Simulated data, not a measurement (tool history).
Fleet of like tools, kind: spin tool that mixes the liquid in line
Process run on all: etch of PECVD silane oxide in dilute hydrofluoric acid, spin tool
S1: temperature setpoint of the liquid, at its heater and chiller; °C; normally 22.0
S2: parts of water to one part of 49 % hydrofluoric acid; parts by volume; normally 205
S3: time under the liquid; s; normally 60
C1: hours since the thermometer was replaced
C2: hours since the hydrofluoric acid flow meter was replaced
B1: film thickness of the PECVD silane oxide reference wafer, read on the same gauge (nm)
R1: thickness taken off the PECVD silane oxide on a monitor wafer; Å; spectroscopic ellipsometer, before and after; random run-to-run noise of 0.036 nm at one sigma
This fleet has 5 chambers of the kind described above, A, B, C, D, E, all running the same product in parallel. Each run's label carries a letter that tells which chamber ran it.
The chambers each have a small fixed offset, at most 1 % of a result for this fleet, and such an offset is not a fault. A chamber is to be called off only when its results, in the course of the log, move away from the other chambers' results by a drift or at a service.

run 1A hour=9.9 | S1=22.0 S2=205 S3=60 | C1=1021.0 C2=393.4 | B1=50.005 | R1=63.793
-- hour=11.6 chamber D: hydrofluoric acid flow meter replaced
run 2B hour=15.5 | S1=22.0 S2=205 S3=60 | C1=1709.8 C2=47.5 | B1=50.030 | R1=63.759
run 3C hour=25.5 | S1=22.0 S2=205 S3=60 | C1=924.9 C2=658.1 | B1=50.018 | R1=64.273
run 4E hour=35.9 | S1=22.0 S2=205 S3=60 | C1=482.9 C2=207.1 | B1=49.998 | R1=64.792
run 5D hour=45.5 | S1=22.0 S2=205 S3=60 | C1=518.6 C2=34.0 | B1=50.001 | R1=63.515
run 6E hour=51.3 | S1=22.0 S2=205 S3=60 | C1=498.3 C2=222.5 | B1=49.989 | R1=64.701
run 7A hour=56.6 | S1=22.0 S2=205 S3=60 | C1=1067.7 C2=440.1 | B1=50.016 | R1=63.624
run 8B hour=65.3 | S1=22.0 S2=205 S3=60 | C1=1759.6 C2=97.3 | B1=49.995 | R1=63.403
run 9D hour=71.8 | S1=22.0 S2=205 S3=60 | C1=544.9 C2=60.3 | B1=49.982 | R1=63.941
run 10C hour=77.7 | S1=22.0 S2=205 S3=60 | C1=977.1 C2=710.3 | B1=49.987 | R1=63.749
run 11C hour=85.1 | S1=22.0 S2=205 S3=60 | C1=984.5 C2=717.7 | B1=49.986 | R1=63.533
run 12D hour=92.3 | S1=22.0 S2=205 S3=60 | C1=565.4 C2=80.8 | B1=49.993 | R1=63.721
run 13E hour=101.4 | S1=22.0 S2=205 S3=80 | C1=548.4 C2=272.6 | B1=50.010 | R1=85.704
run 14A hour=111.5 | S1=22.0 S2=205 S3=80 | C1=1122.6 C2=495.0 | B1=49.996 | R1=85.230
run 15B hour=117.1 | S1=22.0 S2=205 S3=80 | C1=1811.4 C2=149.1 | B1=50.038 | R1=83.771
run 16D hour=123.5 | S1=22.0 S2=205 S3=80 | C1=596.6 C2=112.0 | B1=49.979 | R1=84.306
run 17C hour=129.1 | S1=22.0 S2=205 S3=80 | C1=1028.5 C2=761.7 | B1=50.004 | R1=85.854
run 18B hour=137.8 | S1=22.0 S2=205 S3=60 | C1=1832.1 C2=169.8 | B1=49.982 | R1=63.468
run 19E hour=142.4 | S1=22.0 S2=205 S3=60 | C1=589.4 C2=313.6 | B1=50.005 | R1=64.643
run 20A hour=149.5 | S1=22.0 S2=205 S3=60 | C1=1160.6 C2=533.0 | B1=50.010 | R1=64.084
run 21B hour=154.2 | S1=22.0 S2=205 S3=60 | C1=1848.5 C2=186.2 | B1=49.974 | R1=63.573
run 22E hour=163.9 | S1=18.0 S2=205 S3=35 | C1=610.9 C2=335.1 | B1=49.985 | R1=32.323
run 23A hour=172.0 | S1=18.0 S2=205 S3=35 | C1=1183.1 C2=555.5 | B1=49.997 | R1=32.890
run 24D hour=180.8 | S1=18.0 S2=205 S3=35 | C1=653.9 C2=169.3 | B1=50.010 | R1=31.626
run 25C hour=186.3 | S1=18.0 S2=205 S3=35 | C1=1085.7 C2=818.9 | B1=50.005 | R1=32.048
run 26E hour=196.3 | S1=18.0 S2=205 S3=35 | C1=643.3 C2=367.5 | B1=50.001 | R1=32.239
run 27C hour=204.4 | S1=22.0 S2=205 S3=60 | C1=1103.8 C2=837.0 | B1=50.004 | R1=63.830
run 28A hour=209.3 | S1=22.0 S2=205 S3=60 | C1=1220.4 C2=592.8 | B1=50.009 | R1=65.672
run 29D hour=214.2 | S1=25.0 S2=205 S3=60 | C1=687.3 C2=202.7 | B1=49.982 | R1=71.841
run 30B hour=222.2 | S1=25.0 S2=205 S3=60 | C1=1916.5 C2=254.2 | B1=49.996 | R1=70.539
run 31B hour=229.2 | S1=25.0 S2=205 S3=60 | C1=1923.5 C2=261.2 | B1=49.992 | R1=70.055
run 32A hour=235.6 | S1=25.0 S2=205 S3=60 | C1=1246.7 C2=619.1 | B1=49.990 | R1=73.146
run 33D hour=241.5 | S1=25.0 S2=205 S3=60 | C1=714.6 C2=230.0 | B1=50.007 | R1=71.877
run 34C hour=247.0 | S1=26.5 S2=205 S3=60 | C1=1146.4 C2=879.6 | B1=50.004 | R1=75.327
run 35E hour=254.6 | S1=26.5 S2=205 S3=60 | C1=701.6 C2=425.8 | B1=49.998 | R1=75.737
run 36C hour=263.4 | S1=26.5 S2=205 S3=60 | C1=1162.8 C2=896.0 | B1=50.014 | R1=75.158
run 37D hour=268.0 | S1=26.5 S2=205 S3=60 | C1=741.1 C2=256.5 | B1=49.973 | R1=75.730

All 5 chambers run these settings next. Forecast each chamber's results:
run 38A hour=275.5 | S1=22.0 S2=205 S3=60 | R1=?
run 38B hour=275.5 | S1=22.0 S2=205 S3=60 | R1=?
run 38C hour=275.5 | S1=22.0 S2=205 S3=60 | R1=?
run 38D hour=275.5 | S1=22.0 S2=205 S3=60 | R1=?
run 38E hour=275.5 | S1=22.0 S2=205 S3=60 | R1=?

run=38A R1=66.351
run=38B R1=63.335
run=38C R1=64.091
run=38D R1=63.171
run=38E R1=65.041
